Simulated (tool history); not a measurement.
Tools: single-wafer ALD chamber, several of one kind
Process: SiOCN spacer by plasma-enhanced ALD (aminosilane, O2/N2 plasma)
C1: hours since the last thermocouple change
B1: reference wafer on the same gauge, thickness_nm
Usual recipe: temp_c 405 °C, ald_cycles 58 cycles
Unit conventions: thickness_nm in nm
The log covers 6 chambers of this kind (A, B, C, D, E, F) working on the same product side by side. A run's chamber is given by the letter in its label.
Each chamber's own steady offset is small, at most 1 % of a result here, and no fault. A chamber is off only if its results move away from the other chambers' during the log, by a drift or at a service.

{"run": "1F", "hour": 4.0, "temp_c": 405, "ald_cycles": 58, "C1": 1099.3, "B1": 3.2297, "thickness_nm": 3.4569}
{"run": "2A", "hour": 8.0, "temp_c": 405, "ald_cycles": 58, "C1": 383.3, "B1": 3.2278, "thickness_nm": 3.4401}
{"run": "3C", "hour": 12.3, "temp_c": 405, "ald_cycles": 58, "C1": 951.1, "B1": 3.2289, "thickness_nm": 3.4771}
{"run": "4B", "hour": 16.5, "temp_c": 405, "ald_cycles": 58, "C1": 266.4, "B1": 3.2289, "thickness_nm": 3.4103}
{"run": "5D", "hour": 19.6, "temp_c": 405, "ald_cycles": 58, "C1": 761.4, "B1": 3.2285, "thickness_nm": 3.4358}
{"run": "6E", "hour": 23.3, "temp_c": 405, "ald_cycles": 58, "C1": 1849.8, "B1": 3.2279, "thickness_nm": 3.4627}
{"run": "7D", "hour": 27.0, "temp_c": 405, "ald_cycles": 58, "C1": 768.8, "B1": 3.2279, "thickness_nm": 3.4279}
{"run": "8A", "hour": 31.1, "temp_c": 405, "ald_cycles": 58, "C1": 406.4, "B1": 3.2267, "thickness_nm": 3.4326}
{"run": "9B", "hour": 34.4, "temp_c": 405, "ald_cycles": 58, "C1": 284.3, "B1": 3.2248, "thickness_nm": 3.4059}
{"run": "10F", "hour": 38.3, "temp_c": 405, "ald_cycles": 58, "C1": 1133.6, "B1": 3.225, "thickness_nm": 3.4521}
{"run": "11C", "hour": 44.2, "temp_c": 405, "ald_cycles": 58, "C1": 983, "B1": 3.2257, "thickness_nm": 3.4664}
{"run": "12E", "hour": 47.8, "temp_c": 405, "ald_cycles": 58, "C1": 1874.3, "B1": 3.2252, "thickness_nm": 3.4464}
{"run": "13A", "hour": 51.7, "temp_c": 405, "ald_cycles": 58, "C1": 427, "B1": 3.2255, "thickness_nm": 3.4368}
{"run": "14F", "hour": 57.0, "temp_c": 405, "ald_cycles": 58, "C1": 1152.3, "B1": 3.2246, "thickness_nm": 3.4542}
{"run": "15C", "hour": 60.4, "temp_c": 417, "ald_cycles": 64, "C1": 999.2, "B1": 3.2248, "thickness_nm": 3.6914}
{"run": "16B", "hour": 65.2, "temp_c": 417, "ald_cycles": 64, "C1": 315.1, "B1": 3.2229, "thickness_nm": 3.6378}
{"run": "17E", "hour": 70.4, "temp_c": 417, "ald_cycles": 64, "C1": 1896.9, "B1": 3.2245, "thickness_nm": 3.6671}
{"run": "18D", "hour": 75.4, "temp_c": 417, "ald_cycles": 64, "C1": 817.2, "B1": 3.2226, "thickness_nm": 3.6439}
{"run": "19D", "hour": 81.1, "temp_c": 417, "ald_cycles": 64, "C1": 822.9, "B1": 3.2232, "thickness_nm": 3.65}
{"run": "20C", "hour": 84.1, "temp_c": 417, "ald_cycles": 64, "C1": 1022.9, "B1": 3.2213, "thickness_nm": 3.6838}
{"run": "21F", "hour": 89.9, "temp_c": 405, "ald_cycles": 58, "C1": 1185.2, "B1": 3.2209, "thickness_nm": 3.4408}
{"run": "22E", "hour": 95.4, "temp_c": 405, "ald_cycles": 58, "C1": 1921.9, "B1": 3.2197, "thickness_nm": 3.4393}
{"run": "23A", "hour": 101.5, "temp_c": 405, "ald_cycles": 58, "C1": 476.8, "B1": 3.2195, "thickness_nm": 3.438}
{"run": "24B", "hour": 107.1, "temp_c": 405, "ald_cycles": 58, "C1": 357, "B1": 3.2205, "thickness_nm": 3.4045}
{"hour": 112.3, "done": "chamber E: thermocouple changed; heater temperature recalibrated"}
{"run": "25F", "hour": 112.5, "temp_c": 418, "ald_cycles": 54, "C1": 1207.8, "B1": 3.2186, "thickness_nm": 3.0799}
{"run": "26C", "hour": 117.5, "temp_c": 418, "ald_cycles": 54, "C1": 1056.3, "B1": 3.2176, "thickness_nm": 3.096}
{"run": "27E", "hour": 123.7, "temp_c": 418, "ald_cycles": 54, "C1": 11.5, "B1": 3.2171, "thickness_nm": 3.0793}
{"run": "28A", "hour": 127.1, "temp_c": 418, "ald_cycles": 54, "C1": 502.4, "B1": 3.2181, "thickness_nm": 3.079}
{"run": "29D", "hour": 132.4, "temp_c": 418, "ald_cycles": 54, "C1": 874.2, "B1": 3.2175, "thickness_nm": 3.0562}
{"run": "30B", "hour": 137.5, "temp_c": 418, "ald_cycles": 54, "C1": 387.4, "B1": 3.2165, "thickness_nm": 3.0368}
{"run": "31A", "hour": 141.1, "temp_c": 405, "ald_cycles": 58, "C1": 516.4, "B1": 3.2162, "thickness_nm": 3.4291}
{"run": "32C", "hour": 146.9, "temp_c": 405, "ald_cycles": 58, "C1": 1085.7, "B1": 3.2155, "thickness_nm": 3.4586}
{"run": "33D", "hour": 149.8, "temp_c": 405, "ald_cycles": 58, "C1": 891.6, "B1": 3.2157, "thickness_nm": 3.4243}
{"run": "34E", "hour": 153.9, "temp_c": 405, "ald_cycles": 58, "C1": 41.7, "B1": 3.215, "thickness_nm": 3.4492}
{"run": "35B", "hour": 159.1, "temp_c": 405, "ald_cycles": 58, "C1": 409, "B1": 3.2139, "thickness_nm": 3.3932}
{"run": "36F", "hour": 164.5, "temp_c": 405, "ald_cycles": 58, "C1": 1259.8, "B1": 3.2147, "thickness_nm": 3.4407}
{"run": "37A", "hour": 169.8, "temp_c": 405, "ald_cycles": 58, "C1": 545.1, "B1": 3.2138, "thickness_nm": 3.4283}
{"run": "38E", "hour": 175.9, "temp_c": 405, "ald_cycles": 62, "C1": 63.7, "B1": 3.2135, "thickness_nm": 3.6766}
{"run": "39F", "hour": 179.7, "temp_c": 405, "ald_cycles": 62, "C1": 1275, "B1": 3.2122, "thickness_nm": 3.6804}
{"run": "40D", "hour": 183.4, "temp_c": 405, "ald_cycles": 62, "C1": 925.2, "B1": 3.2118, "thickness_nm": 3.6462}
{"run": "41C", "hour": 188.9, "temp_c": 405, "ald_cycles": 62, "C1": 1127.7, "B1": 3.2109, "thickness_nm": 3.6968}
{"run": "42B", "hour": 192.3, "temp_c": 405, "ald_cycles": 62, "C1": 442.2, "B1": 3.2112, "thickness_nm": 3.6377}

Has any chamber moved away from the others, gradually or after a service, or does the common gauge drift, or do the chambers differ only by their own small steady offsets? State the chamber and the most likely cause if one applies.

The gauge drifts, so all chambers seem to drift together. No chamber is off.
Most likely cause: gauge reads low (%) = 0.591.
